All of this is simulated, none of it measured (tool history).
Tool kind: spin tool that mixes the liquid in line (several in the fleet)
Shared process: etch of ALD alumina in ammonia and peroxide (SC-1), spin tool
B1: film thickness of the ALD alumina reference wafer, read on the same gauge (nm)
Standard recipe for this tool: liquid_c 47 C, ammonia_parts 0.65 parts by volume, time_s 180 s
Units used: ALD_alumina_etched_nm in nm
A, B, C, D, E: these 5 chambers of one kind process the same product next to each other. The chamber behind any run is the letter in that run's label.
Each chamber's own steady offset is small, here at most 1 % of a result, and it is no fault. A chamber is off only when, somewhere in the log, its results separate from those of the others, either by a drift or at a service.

Run 1D, hour 4.9: usual settings; B1 39.981. Result: ALD_alumina_etched_nm 9.5867 nm.
Run 2B, hour 11.9: usual settings; B1 40.013. Result: ALD_alumina_etched_nm 9.5883 nm.
Run 3A, hour 17.8: usual settings; B1 40.008. Result: ALD_alumina_etched_nm 9.5974 nm.
Run 4C, hour 25.2: usual settings; B1 39.995. Result: ALD_alumina_etched_nm 9.6362 nm.
Run 5E, hour 35.1: usual settings; B1 39.962. Result: ALD_alumina_etched_nm 9.5063 nm.
Run 6B, hour 41.1: usual settings; B1 40. Result: ALD_alumina_etched_nm 9.7426 nm.
Run 7D, hour 45.9: usual settings; B1 40.012. Result: ALD_alumina_etched_nm 9.6006 nm.
Run 8E, hour 55.8: usual settings; B1 40.005. Result: ALD_alumina_etched_nm 9.6062 nm.
Run 9A, hour 65.8: usual settings but ammonia_parts 0.8 parts by volume; B1 39.951. Result: ALD_alumina_etched_nm 9.7234 nm.
Run 10C, hour 73.3: usual settings but ammonia_parts 0.8 parts by volume; B1 40.009. Result: ALD_alumina_etched_nm 9.7743 nm.
Run 11C, hour 77.8: usual settings but ammonia_parts 0.8 parts by volume; B1 40.067. Result: ALD_alumina_etched_nm 9.7046 nm.
Run 12B, hour 87.1: usual settings but ammonia_parts 0.8 parts by volume; B1 39.987. Result: ALD_alumina_etched_nm 9.9188 nm.
Run 13E, hour 93.7: usual settings but ammonia_parts 0.8 parts by volume; B1 39.984. Result: ALD_alumina_etched_nm 9.7176 nm.
Run 14A, hour 99.6: usual settings; B1 40.025. Result: ALD_alumina_etched_nm 9.5679 nm.
Run 15D, hour 109.2: usual settings; B1 39.995. Result: ALD_alumina_etched_nm 9.6074 nm.
Run 16E, hour 116.1: usual settings; B1 39.983. Result: ALD_alumina_etched_nm 9.6314 nm.
Run 17A, hour 121.8: usual settings; B1 40.018. Result: ALD_alumina_etched_nm 9.4545 nm.
Run 18B, hour 131.5: usual settings; B1 39.977. Result: ALD_alumina_etched_nm 9.7222 nm.
Run 19C, hour 137.9: usual settings; B1 39.99. Result: ALD_alumina_etched_nm 9.7473 nm.
Run 20D, hour 146.4: usual settings but liquid_c 39 C, time_s 245 s; B1 40.019. Result: ALD_alumina_etched_nm 8.1168 nm.
At hour 151.3: chamber E: new drum of ammonia solution connected.
Run 21C, hour 154.7: usual settings but liquid_c 39 C, time_s 245 s; B1 40.047. Result: ALD_alumina_etched_nm 8.473 nm.
Run 22D, hour 164.3: usual settings but liquid_c 39 C, time_s 245 s; B1 40.013. Result: ALD_alumina_etched_nm 8.0769 nm.
Run 23A, hour 170.7: usual settings but liquid_c 39 C, time_s 245 s; B1 39.985. Result: ALD_alumina_etched_nm 8.2674 nm.
Run 24E, hour 180: usual settings but liquid_c 39 C, time_s 245 s; B1 40.03. Result: ALD_alumina_etched_nm 8.1942 nm.
Run 25B, hour 189: usual settings; B1 40.026. Result: ALD_alumina_etched_nm 9.7363 nm.
Run 26C, hour 196.9: usual settings but ammonia_parts 0.85 parts by volume; B1 40.021. Result: ALD_alumina_etched_nm 10.066 nm.
Run 27E, hour 205: usual settings but ammonia_parts 0.85 parts by volume; B1 39.995. Result: ALD_alumina_etched_nm 9.929 nm.
Run 28D, hour 211: usual settings but ammonia_parts 0.85 parts by volume; B1 39.991. Result: ALD_alumina_etched_nm 9.7696 nm.
Run 29B, hour 216.7: usual settings but ammonia_parts 0.85 parts by volume; B1 39.984. Result: ALD_alumina_etched_nm 9.9064 nm.
Run 30A, hour 223.5: usual settings but ammonia_parts 0.85 parts by volume; B1 39.996. Result: ALD_alumina_etched_nm 9.8174 nm.
Run 31C, hour 229.3: usual settings; B1 39.999. Result: ALD_alumina_etched_nm 9.9202 nm.
Run 32B, hour 234.9: usual settings; B1 39.935. Result: ALD_alumina_etched_nm 9.6885 nm.
Run 33E, hour 244.5: usual settings; B1 39.977. Result: ALD_alumina_etched_nm 9.6457 nm.
Run 34A, hour 252: usual settings; B1 39.981. Result: ALD_alumina_etched_nm 9.5519 nm.
Run 35D, hour 262.2: usual settings; B1 39.997. Result: ALD_alumina_etched_nm 9.4504 nm.
Run 36C, hour 268.1: usual settings; B1 40.04. Result: ALD_alumina_etched_nm 10.021 nm.
Run 37E, hour 275.3: usual settings; B1 39.983. Result: ALD_alumina_etched_nm 9.6021 nm.
Run 38A, hour 283.6: usual settings; B1 40.004. Result: ALD_alumina_etched_nm 9.5452 nm.

All chambers now run identical settings, listed one chamber a line with results as question marks. What results will each chamber show?
Run 39A, hour 291: usual settings. Result: ALD_alumina_etched_nm ?.
Run 39B, hour 291: usual settings. Result: ALD_alumina_etched_nm ?.
Run 39C, hour 291: usual settings. Result: ALD_alumina_etched_nm ?.
Run 39D, hour 291: usual settings. Result: ALD_alumina_etched_nm ?.
Run 39E, hour 291: usual settings. Result: ALD_alumina_etched_nm ?.

run  ALD_alumina_etched_nm
39A                  9.567
39B                 9.7442
39C                 9.9976
39D                 9.5724
39E                 9.6431
